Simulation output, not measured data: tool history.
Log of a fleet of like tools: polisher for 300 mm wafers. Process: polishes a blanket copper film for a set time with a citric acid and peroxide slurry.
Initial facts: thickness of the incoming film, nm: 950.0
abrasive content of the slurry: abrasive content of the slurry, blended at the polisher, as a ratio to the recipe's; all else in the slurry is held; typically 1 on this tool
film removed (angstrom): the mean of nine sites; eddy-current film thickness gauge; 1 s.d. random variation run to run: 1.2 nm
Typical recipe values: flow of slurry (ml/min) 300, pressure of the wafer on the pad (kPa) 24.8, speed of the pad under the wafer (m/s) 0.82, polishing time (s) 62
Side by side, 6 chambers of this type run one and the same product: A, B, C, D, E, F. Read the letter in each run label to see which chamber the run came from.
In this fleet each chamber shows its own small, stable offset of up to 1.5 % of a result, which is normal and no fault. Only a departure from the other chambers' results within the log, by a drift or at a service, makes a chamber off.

| run | day | flow of slurry (ml/min) | pressure of the wafer on the pad (kPa) | speed of the pad under the wafer (m/s) | abrasive content of the slurry | polishing time (s) | wafers polished on this pad | hours since the slurry nozzle was cleaned | hours since the head pressure was calibrated | hours since the slurry blender was calibrated | film removed (angstrom) |
|---|---|---|---|---|---|---|---|---|---|---|---|
| 1E | 0.271 | 300 | 24.8 | 0.82 | 1 | 62 | 592 | 204.8 | 658.2 | 241 | 1174.6 |
|  | 0.346 | chamber D: worn pad replaced by a new one |
|  | 0.467 | chamber B: head pressure recalibrated |
| 2C | 0.592 | 300 | 24.8 | 0.82 | 1 | 62 | 359 | 372.9 | 392.9 | 113 | 1202.7 |
|  | 0.675 | chamber F: worn pad replaced by a new one |
|  | 0.875 | chamber E: worn pad replaced by a new one |
| 3B | 0.883 | 300 | 24.8 | 0.82 | 1 | 62 | 398 | 217.2 | 10.1 | 265.6 | 1165.9 |
|  | 1 | chamber B: slurry blender recalibrated |
| 4A | 1.225 | 300 | 24.8 | 0.82 | 1 | 62 | 963 | 113 | 367.6 | 150.4 | 1175.1 |
|  | 1.454 | chamber A: worn pad replaced by a new one |
| 5F | 1.579 | 300 | 24.8 | 0.82 | 1 | 62 | 167 | 384.5 | 1136 | 324.8 | 1181.3 |
| 6D | 1.788 | 300 | 24.8 | 0.82 | 1 | 62 | 266 | 439.3 | 399.5 | 365 | 1190.8 |
| 7D | 2.025 | 300 | 24.8 | 0.82 | 1 | 62 | 310 | 445 | 405.2 | 370.7 | 1155.7 |
| 8F | 2.292 | 300 | 24.8 | 0.82 | 1 | 62 | 299 | 401.6 | 1153.1 | 341.9 | 1166.9 |
|  | 2.5 | chamber D: slurry blender recalibrated |
| 9C | 2.604 | 300 | 24.8 | 0.82 | 1 | 62 | 732 | 421.2 | 441.2 | 161.3 | 1195.9 |
| 10A | 2.975 | 300 | 24.8 | 0.82 | 1 | 74 | 282 | 155 | 409.6 | 192.4 | 1390.3 |
| 11B | 3.317 | 300 | 24.8 | 0.82 | 1 | 74 | 848 | 275.6 | 68.5 | 55.7 | 1400.6 |
| 12E | 3.517 | 300 | 24.8 | 0.82 | 1 | 74 | 489 | 282.7 | 736.1 | 318.9 | 1408.5 |
| 13F | 3.821 | 300 | 24.8 | 0.82 | 1 | 74 | 582 | 438.3 | 1189.8 | 378.6 | 1414.4 |
| 14E | 4.196 | 300 | 24.8 | 0.82 | 1 | 74 | 614 | 299 | 752.4 | 335.2 | 1374.4 |
| 15D | 4.492 | 300 | 24.8 | 0.82 | 1 | 74 | 767 | 504.2 | 464.4 | 47.8 | 1374.1 |
| 16C | 4.846 | 335 | 24.8 | 0.82 | 1 | 62 | 1146 | 475 | 495 | 215.1 | 1198.4 |
|  | 5.142 | chamber F: slurry blender recalibrated |
| 17B | 5.162 | 335 | 24.8 | 0.82 | 1 | 62 | 1190 | 319.9 | 112.8 | 100 | 1194.8 |
|  | 5.325 | chamber A: slurry blender recalibrated |
|  | 5.338 | chamber C: worn pad replaced by a new one |
|  | 5.342 | chamber E: worn pad replaced by a new one |
| 18A | 5.462 | 335 | 24.8 | 0.82 | 1 | 62 | 742 | 214.7 | 469.3 | 3.4 | 1180.3 |
| 19D | 5.742 | 335 | 24.8 | 0.82 | 1 | 62 | 998 | 534.2 | 494.4 | 77.8 | 1157 |
|  | 5.746 | chamber E: slurry blender recalibrated |
| 20B | 6.125 | 335 | 24.8 | 0.82 | 1 | 62 | 1368 | 343 | 135.9 | 123.1 | 1173.9 |
|  | 6.304 | chamber A: worn pad replaced by a new one |
|  | 6.321 | chamber D: worn pad replaced by a new one |
| 21E | 6.5 | 335 | 24.8 | 0.82 | 1 | 62 | 214 | 354.3 | 807.7 | 18.1 | 1195.5 |
|  | 6.696 | chamber F: worn pad replaced by a new one |
| 22A | 6.708 | 300 | 24.8 | 0.82 | 1 | 62 | 75 | 244.6 | 499.2 | 33.3 | 1162.1 |
|  | 6.979 | chamber B: worn pad replaced by a new one |
| 23C | 7.008 | 205 | 17.9 | 0.82 | 1 | 62 | 309 | 526.9 | 546.9 | 267 | 826.14 |
| 24F | 7.275 | 205 | 17.9 | 0.82 | 1 | 62 | 107 | 521.2 | 1272.7 | 51.3 | 845.52 |
| 25F | 7.642 | 205 | 17.9 | 0.82 | 1 | 62 | 175 | 530 | 1281.5 | 60.1 | 832.58 |
| 26D | 7.983 | 205 | 17.9 | 0.82 | 1 | 62 | 308 | 588 | 548.2 | 131.6 | 812.31 |
| 27E | 8.35 | 205 | 17.9 | 0.82 | 1 | 62 | 557 | 398.7 | 852.1 | 62.5 | 809.94 |
| 28C | 8.688 | 205 | 17.9 | 0.82 | 1 | 62 | 619 | 567.2 | 587.2 | 307.3 | 828.8 |
| 29B | 9.071 | 300 | 24.8 | 0.82 | 1 | 62 | 387 | 413.7 | 206.6 | 193.8 | 1165 |
|  | 9.092 | chamber C: slurry blender recalibrated |
| 30A | 9.392 | 300 | 24.8 | 0.82 | 1 | 62 | 571 | 309 | 563.6 | 97.7 | 1182.4 |
|  | 9.4 | chamber B: slurry nozzle cleaned |
| 31E | 9.625 | 300 | 24.8 | 0.82 | 1 | 62 | 793 | 429.3 | 882.7 | 93.1 | 1160.4 |
|  | 9.829 | chamber E: worn pad replaced by a new one |
| 32D | 9.921 | 300 | 24.8 | 0.82 | 1 | 62 | 666 | 634.5 | 594.7 | 178.1 | 1174.9 |
| 33F | 10.312 | 300 | 24.8 | 0.82 | 1 | 62 | 669 | 594.1 | 1345.6 | 124.2 | 1194.5 |
|  | 10.604 | chamber D: head pressure recalibrated |
| 34B | 10.612 | 300 | 24.8 | 0.82 | 1 | 62 | 672 | 29.2 | 243.6 | 230.8 | 1175.4 |
| 35C | 10.958 | 300 | 24.8 | 0.82 | 1 | 62 | 1040 | 621.7 | 641.7 | 44.9 | 1185.3 |
|  | 10.971 | chamber A: slurry nozzle cleaned |
|  | 11.058 | chamber D: worn pad replaced by a new one |
| 36A | 11.338 | 300 | 24.8 | 0.82 | 1 | 62 | 931 | 8.9 | 610.3 | 144.4 | 1166.6 |
| 37A | 11.55 | 300 | 20.7 | 0.56 | 1 | 62 | 971 | 14 | 615.4 | 149.5 | 667.51 |
| 38E | 11.733 | 300 | 20.7 | 0.56 | 1 | 62 | 352 | 479.9 | 933.3 | 143.7 | 681.38 |
|  | 12.104 | chamber F: head pressure recalibrated |
| 39B | 12.104 | 300 | 20.7 | 0.56 | 1 | 62 | 948 | 65 | 279.4 | 266.6 | 674.33 |
|  | 12.396 | chamber F: worn pad replaced by a new one |
| 40D | 12.479 | 300 | 20.7 | 0.56 | 1 | 62 | 263 | 695.9 | 45.1 | 239.5 | 666.86 |
| 41F | 12.683 | 300 | 20.7 | 0.56 | 1 | 62 | 53 | 651 | 14 | 181.1 | 690.69 |

All chambers now run identical settings, listed one chamber a line with results as question marks. What results will each chamber show?
| 42A | 12.975 | 300 | 24.8 | 0.82 | 1 | 62 |  |  |  |  | ? |
| 42B | 12.975 | 300 | 24.8 | 0.82 | 1 | 62 |  |  |  |  | ? |
| 42C | 12.975 | 300 | 24.8 | 0.82 | 1 | 62 |  |  |  |  | ? |
| 42D | 12.975 | 300 | 24.8 | 0.82 | 1 | 62 |  |  |  |  | ? |
| 42E | 12.975 | 300 | 24.8 | 0.82 | 1 | 62 |  |  |  |  | ? |
| 42F | 12.975 | 300 | 24.8 | 0.82 | 1 | 62 |  |  |  |  | ? |

| run | film removed (angstrom) |
|---|---|
| 42A | 1170.3 |
| 42B | 1148.8 |
| 42C | 1181.2 |
| 42D | 1173.7 |
| 42E | 1147.3 |
| 42F | 1188.8 |
